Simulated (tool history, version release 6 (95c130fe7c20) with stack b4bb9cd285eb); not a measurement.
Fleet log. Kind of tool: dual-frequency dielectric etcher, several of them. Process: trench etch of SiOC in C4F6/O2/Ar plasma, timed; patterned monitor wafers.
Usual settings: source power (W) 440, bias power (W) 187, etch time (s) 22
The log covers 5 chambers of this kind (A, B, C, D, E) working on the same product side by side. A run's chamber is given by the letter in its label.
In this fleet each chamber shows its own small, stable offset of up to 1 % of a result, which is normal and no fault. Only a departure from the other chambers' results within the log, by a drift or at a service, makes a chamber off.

| run | hour | source power (W) | bias power (W) | etch time (s) | hours since the last wet clean | hours since the last source power generator calibration | hours since the last bias power generator calibration | read-back reference wafer on the same gauge, depth_nm | mean etch depth across the wafer (Å) |
|---|---|---|---|---|---|---|---|---|---|
| 1D | 3.6 | 440 | 187 | 22 | 414.2 | 655.8 | 3424.9 | 52.443 | 482.83 |
| 2B | 8.5 | 440 | 187 | 22 | 403.3 | 3645.1 | 2131.9 | 52.456 | 477.56 |
|  | 8.8 | chamber D: wet clean of the chamber |
| 3E | 11.9 | 440 | 187 | 22 | 535.6 | 2634.1 | 105.3 | 52.351 | 472.36 |
| 4C | 17.6 | 440 | 187 | 22 | 338.3 | 1522.1 | 1239.5 | 52.35 | 480.79 |
| 5A | 20.5 | 440 | 187 | 22 | 528.1 | 374.4 | 1056.1 | 52.431 | 476.76 |
| 6A | 26.1 | 440 | 187 | 22 | 533.7 | 380 | 1061.7 | 52.368 | 474.56 |
| 7D | 30.2 | 440 | 187 | 22 | 21.5 | 682.4 | 3451.5 | 52.405 | 481.7 |
| 8B | 34.2 | 440 | 187 | 22 | 429 | 3670.8 | 2157.6 | 52.394 | 476.12 |
| 9E | 39.7 | 440 | 187 | 22 | 563.4 | 2661.9 | 133.1 | 52.374 | 474.71 |
|  | 42.6 | chamber E: wet clean of the chamber |
| 10C | 43 | 440 | 187 | 22 | 363.7 | 1547.5 | 1264.9 | 52.402 | 478.52 |
| 11B | 46.6 | 440 | 187 | 22 | 441.4 | 3683.2 | 2170 | 52.395 | 479.67 |
| 12A | 51.9 | 440 | 187 | 22 | 559.5 | 405.8 | 1087.5 | 52.433 | 478.31 |
|  | 52.9 | chamber B: wet clean of the chamber |
| 13C | 57.4 | 440 | 187 | 22 | 378.1 | 1561.9 | 1279.3 | 52.393 | 480.07 |
| 14D | 62.4 | 440 | 187 | 22 | 53.7 | 714.6 | 3483.7 | 52.478 | 484.14 |
| 15E | 66.1 | 440 | 187 | 22 | 23.5 | 2688.3 | 159.5 | 52.463 | 453.6 |
| 16E | 70.7 | 440 | 187 | 22 | 28.1 | 2692.9 | 164.1 | 52.457 | 451.05 |
|  | 75.4 | chamber A: wet clean of the chamber |
| 17B | 76.6 | 440 | 187 | 22 | 23.7 | 3713.2 | 2200 | 52.438 | 480.21 |
| 18A | 82.4 | 440 | 187 | 22 | 7.1 | 436.3 | 1118 | 52.492 | 482.54 |
| 19C | 86.6 | 440 | 187 | 22 | 407.3 | 1591.1 | 1308.5 | 52.432 | 477.85 |
|  | 87 | chamber C: wet clean of the chamber |
| 20D | 89.7 | 440 | 187 | 22 | 81 | 741.9 | 3511 | 52.427 | 480.9 |
| 21D | 93.6 | 440 | 187 | 22 | 84.9 | 745.8 | 3514.9 | 52.42 | 482.59 |
| 22A | 96.3 | 440 | 187 | 22 | 21 | 450.2 | 1131.9 | 52.275 | 481.19 |
| 23E | 100.2 | 440 | 187 | 22 | 57.6 | 2722.4 | 193.6 | 52.396 | 457.05 |
| 24B | 104.4 | 440 | 187 | 22 | 51.5 | 3741 | 2227.8 | 52.461 | 477.92 |
| 25C | 108.7 | 440 | 187 | 22 | 21.8 | 1613.2 | 1330.6 | 52.469 | 479.81 |
| 26C | 113.7 | 440 | 187 | 22 | 26.8 | 1618.2 | 1335.6 | 52.4 | 478.37 |
| 27A | 118.1 | 440 | 187 | 22 | 42.8 | 472 | 1153.7 | 52.506 | 479.2 |
| 28E | 123.8 | 440 | 187 | 22 | 81.2 | 2746 | 217.2 | 52.358 | 454.36 |
| 29B | 128.5 | 440 | 187 | 22 | 75.6 | 3765.1 | 2251.9 | 52.478 | 480.15 |
| 30D | 131.8 | 440 | 187 | 22 | 123.1 | 784 | 3553.1 | 52.366 | 482.55 |
| 31B | 134.4 | 440 | 187 | 22 | 81.5 | 3771 | 2257.8 | 52.316 | 483.97 |
|  | 135.5 | chamber E: source power generator calibrated |
| 32E | 140.1 | 440 | 187 | 22 | 97.5 | 4.6 | 233.5 | 52.4 | 454.74 |

The same settings go to every chamber for the next run, one line per chamber below. Forecast the results for each:
| 33A | 144.4 | 440 | 187 | 22 |  |  |  |  | ? |
| 33B | 144.4 | 440 | 187 | 22 |  |  |  |  | ? |
| 33C | 144.4 | 440 | 187 | 22 |  |  |  |  | ? |
| 33D | 144.4 | 440 | 187 | 22 |  |  |  |  | ? |
| 33E | 144.4 | 440 | 187 | 22 |  |  |  |  | ? |

| run | mean etch depth across the wafer (Å) |
|---|---|
| 33A | 477.57 |
| 33B | 478.3 |
| 33C | 475.57 |
| 33D | 481.19 |
| 33E | 453.7 |

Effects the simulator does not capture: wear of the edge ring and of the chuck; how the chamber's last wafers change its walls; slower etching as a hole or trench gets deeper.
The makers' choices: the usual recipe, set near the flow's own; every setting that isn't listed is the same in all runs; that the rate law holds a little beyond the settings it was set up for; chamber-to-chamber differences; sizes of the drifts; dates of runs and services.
